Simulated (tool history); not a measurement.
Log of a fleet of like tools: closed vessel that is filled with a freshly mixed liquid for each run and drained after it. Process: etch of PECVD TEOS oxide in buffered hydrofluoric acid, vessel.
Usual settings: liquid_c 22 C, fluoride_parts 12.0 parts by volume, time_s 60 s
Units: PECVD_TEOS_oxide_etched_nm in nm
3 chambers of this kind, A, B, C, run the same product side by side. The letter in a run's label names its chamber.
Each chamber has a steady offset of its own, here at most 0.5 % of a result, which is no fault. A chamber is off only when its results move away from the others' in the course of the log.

run,hour,liquid_c,fluoride_parts,time_s,"read-back film thickness of the PECVD TEOS oxide reference wafer, read on the same gauge (nm)",PECVD_TEOS_oxide_etched_nm
1B,7.8,22,12.0,60,39.972,56.387
2A,16.7,22,12.0,60,40.018,55.801
3C,22.1,22,12.0,60,39.994,55.948
# hour 25.5: chamber A: hydrofluoric acid flow meter replaced
4C,29.9,22,12.0,60,39.971,54.830
5B,36.4,22,12.0,60,39.992,56.334
6A,45.3,22,12.0,60,40.005,55.743
7B,52.3,22,7.0,60,39.994,94.452
8A,56.7,22,7.0,60,39.970,95.050
9C,65.1,22,7.0,60,39.979,92.930
10A,71.4,22,12.0,60,39.996,56.090
11C,80.2,26,12.0,60,39.939,69.851
12B,89.4,26,12.0,60,40.013,69.441
13C,97.4,26,12.0,60,39.989,68.879
14A,106.5,22,15.5,60,39.991,42.498
15B,110.7,22,15.5,60,39.957,44.276
16B,117.7,22,15.5,60,39.972,44.018
17A,124.7,22,12.0,60,40.060,54.586
18C,132.8,22,12.0,60,40.014,55.591
19B,142.0,22,12.0,60,40.037,55.608
20C,150.6,22,12.0,60,40.015,55.846
21A,159.2,22,12.0,60,39.996,52.931
22B,167.3,22,12.0,60,39.979,55.945
23C,173.3,22,12.0,60,40.040,55.529
24A,178.8,22,12.0,60,39.960,52.055
25A,184.8,22,12.0,60,39.986,52.017
26C,190.1,22,12.0,60,40.000,55.829
27B,197.8,22,12.0,60,39.981,55.688
28A,205.7,22,12.0,60,39.990,51.816
29C,214.8,22,12.0,60,40.008,55.502
30B,218.9,22,12.0,60,40.011,56.753
31B,225.0,22,12.0,60,40.041,55.448
32C,231.6,19,15.0,60,40.013,37.928

Next, every chamber runs the same settings. What will each give?
33A,238.4,20,12.0,60,,?
33B,238.4,20,12.0,60,,?
33C,238.4,20,12.0,60,,?

run,PECVD_TEOS_oxide_etched_nm
33A,45.772
33B,50.559
33C,50.109
